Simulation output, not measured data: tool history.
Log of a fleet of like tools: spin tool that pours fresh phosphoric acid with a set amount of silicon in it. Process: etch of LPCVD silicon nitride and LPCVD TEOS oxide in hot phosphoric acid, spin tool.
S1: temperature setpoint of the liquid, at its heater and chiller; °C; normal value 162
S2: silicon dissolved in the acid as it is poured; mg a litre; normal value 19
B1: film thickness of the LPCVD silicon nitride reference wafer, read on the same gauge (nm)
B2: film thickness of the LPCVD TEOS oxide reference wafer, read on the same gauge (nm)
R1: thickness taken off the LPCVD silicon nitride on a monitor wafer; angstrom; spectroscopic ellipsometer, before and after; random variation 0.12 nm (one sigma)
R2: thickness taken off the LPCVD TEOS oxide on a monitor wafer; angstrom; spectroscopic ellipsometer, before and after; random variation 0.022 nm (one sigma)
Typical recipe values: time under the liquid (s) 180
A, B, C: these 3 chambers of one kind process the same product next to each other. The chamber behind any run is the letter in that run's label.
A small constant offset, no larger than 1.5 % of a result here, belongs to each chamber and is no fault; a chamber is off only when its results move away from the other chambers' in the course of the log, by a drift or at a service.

At hour 6.1: chamber B: thermometer replaced.
Run 1C, hour 7.5: usual settings; B1 130.02; B2 60.019. Result: R1 162.81 angstrom, R2 9.1156 angstrom.
Run 2B, hour 15: usual settings; B1 130; B2 60.002. Result: R1 163.35 angstrom, R2 8.7869 angstrom.
Run 3A, hour 23.7: usual settings; B1 130; B2 60.032. Result: R1 160.07 angstrom, R2 8.9406 angstrom.
Run 4B, hour 37: usual settings; B1 129.98; B2 59.985. Result: R1 162.34 angstrom, R2 9.342 angstrom.
At hour 37.8: chamber C: thermometer replaced.
At hour 47: chamber A: dissolved silicon flow meter replaced.
Run 5A, hour 49.2: usual settings; B1 129.99; B2 59.978. Result: R1 163.57 angstrom, R2 9.2931 angstrom.
Run 6C, hour 55.5: usual settings but S2 5 mg a litre; B1 129.99; B2 59.95. Result: R1 158.72 angstrom, R2 12.632 angstrom.
Run 7C, hour 68.8: usual settings but S2 5 mg a litre; B1 130; B2 59.985. Result: R1 162.19 angstrom, R2 11.962 angstrom.
Run 8B, hour 75.7: usual settings but S2 5 mg a litre; B1 130; B2 60.013. Result: R1 160.7 angstrom, R2 12.006 angstrom.
Run 9A, hour 86.9: usual settings but S1 160 °C, S2 13.5 mg a litre; B1 130.01; B2 60.035. Result: R1 152.56 angstrom, R2 9.2304 angstrom.
Run 10C, hour 94.4: usual settings but S1 160 °C, S2 13.5 mg a litre; B1 130.02; B2 60.01. Result: R1 150.84 angstrom, R2 9.0222 angstrom.
Run 11B, hour 103.1: usual settings but S1 160 °C, S2 13.5 mg a litre; B1 130.01; B2 59.939. Result: R1 151.31 angstrom, R2 8.7169 angstrom.
At hour 104: chamber B: dissolved silicon flow meter replaced.
Run 12A, hour 111.7: usual settings; B1 130.04; B2 60.032. Result: R1 164.25 angstrom, R2 9.2418 angstrom.
Run 13A, hour 119.4: usual settings but time under the liquid (s) 125; B1 129.95; B2 59.971. Result: R1 113.56 angstrom, R2 6.6911 angstrom.
Run 14C, hour 128: usual settings but time under the liquid (s) 125; B1 129.99; B2 59.995. Result: R1 112.23 angstrom, R2 6.0747 angstrom.
Run 15B, hour 142.7: usual settings but time under the liquid (s) 125; B1 129.94; B2 59.995. Result: R1 113.48 angstrom, R2 6.4465 angstrom.
Run 16A, hour 149.9: usual settings; B1 130.05; B2 59.97. Result: R1 167.6 angstrom, R2 9.3895 angstrom.
Run 17B, hour 160.2: usual settings; B1 130.05; B2 59.977. Result: R1 161.73 angstrom, R2 9.0037 angstrom.
Run 18C, hour 170.4: usual settings; B1 130; B2 60.012. Result: R1 162.52 angstrom, R2 9.0958 angstrom.
Run 19C, hour 179.7: usual settings; B1 130.01; B2 60.003. Result: R1 160.31 angstrom, R2 8.9732 angstrom.
Run 20A, hour 188.8: usual settings; B1 129.95; B2 59.969. Result: R1 167.76 angstrom, R2 9.5741 angstrom.
Run 21B, hour 201.2: usual settings; B1 130; B2 59.98. Result: R1 161.08 angstrom, R2 9.2431 angstrom.
Run 22C, hour 211: usual settings; B1 129.98; B2 59.953. Result: R1 162.19 angstrom, R2 9.377 angstrom.
Run 23B, hour 221.4: usual settings; B1 129.98; B2 60.029. Result: R1 159.43 angstrom, R2 9.1942 angstrom.
At hour 225.8: chamber A: heated supply line repaired.
Run 24A, hour 229.7: usual settings; B1 130.02; B2 59.964. Result: R1 167.5 angstrom, R2 9.9244 angstrom.
Run 25B, hour 236.3: usual settings but S1 161 °C, S2 12 mg a litre; B1 130; B2 59.994. Result: R1 157.93 angstrom, R2 9.8583 angstrom.
Run 26A, hour 244.7: usual settings but S1 161 °C, S2 12 mg a litre; B1 130.03; B2 59.989. Result: R1 164.71 angstrom, R2 10.695 angstrom.
Run 27C, hour 252: usual settings but S1 161 °C, S2 12 mg a litre; B1 129.97; B2 59.959. Result: R1 155.92 angstrom, R2 10.062 angstrom.
Run 28B, hour 264.6: usual settings; B1 130; B2 60.007. Result: R1 162.7 angstrom, R2 8.7533 angstrom.
Run 29A, hour 278.4: usual settings but S1 163.5 °C; B1 129.96; B2 60.043. Result: R1 179.89 angstrom, R2 11.292 angstrom.
Run 30C, hour 287.1: usual settings but S1 163.5 °C; B1 130.01; B2 60.036. Result: R1 166.4 angstrom, R2 9.8339 angstrom.
Run 31B, hour 300.3: usual settings but S1 163.5 °C; B1 130; B2 60.001. Result: R1 170.35 angstrom, R2 10.292 angstrom.
Run 32C, hour 312.8: usual settings; B1 129.98; B2 60.004. Result: R1 158.46 angstrom, R2 8.7182 angstrom.
Run 33A, hour 320.5: usual settings; B1 130; B2 59.99. Result: R1 171.17 angstrom, R2 10.378 angstrom.
Run 34C, hour 332.7: usual settings; B1 129.99; B2 59.952. Result: R1 160.83 angstrom, R2 8.9288 angstrom.
Run 35B, hour 346: usual settings; B1 130.04; B2 60.012. Result: R1 160.79 angstrom, R2 9.0968 angstrom.
Run 36A, hour 353.3: usual settings but S2 5.5 mg a litre, time under the liquid (s) 135; B1 130.02; B2 60.053. Result: R1 128.63 angstrom, R2 10.381 angstrom.
Run 37C, hour 364.4: usual settings but S2 5.5 mg a litre, time under the liquid (s) 135; B1 130.02; B2 59.997. Result: R1 121.64 angstrom, R2 9.0485 angstrom.

Each of the 3 chambers runs these same settings next. Fill in every chamber's results:
Run 38A, hour 375: usual settings. Result: R1 ?, R2 ?.
Run 38B, hour 375: usual settings. Result: R1 ?, R2 ?.
Run 38C, hour 375: usual settings. Result: R1 ?, R2 ?.

run      R1      R2
38A  169.18  11.159
38B  162.79  8.9603
38C  162.43  8.9355
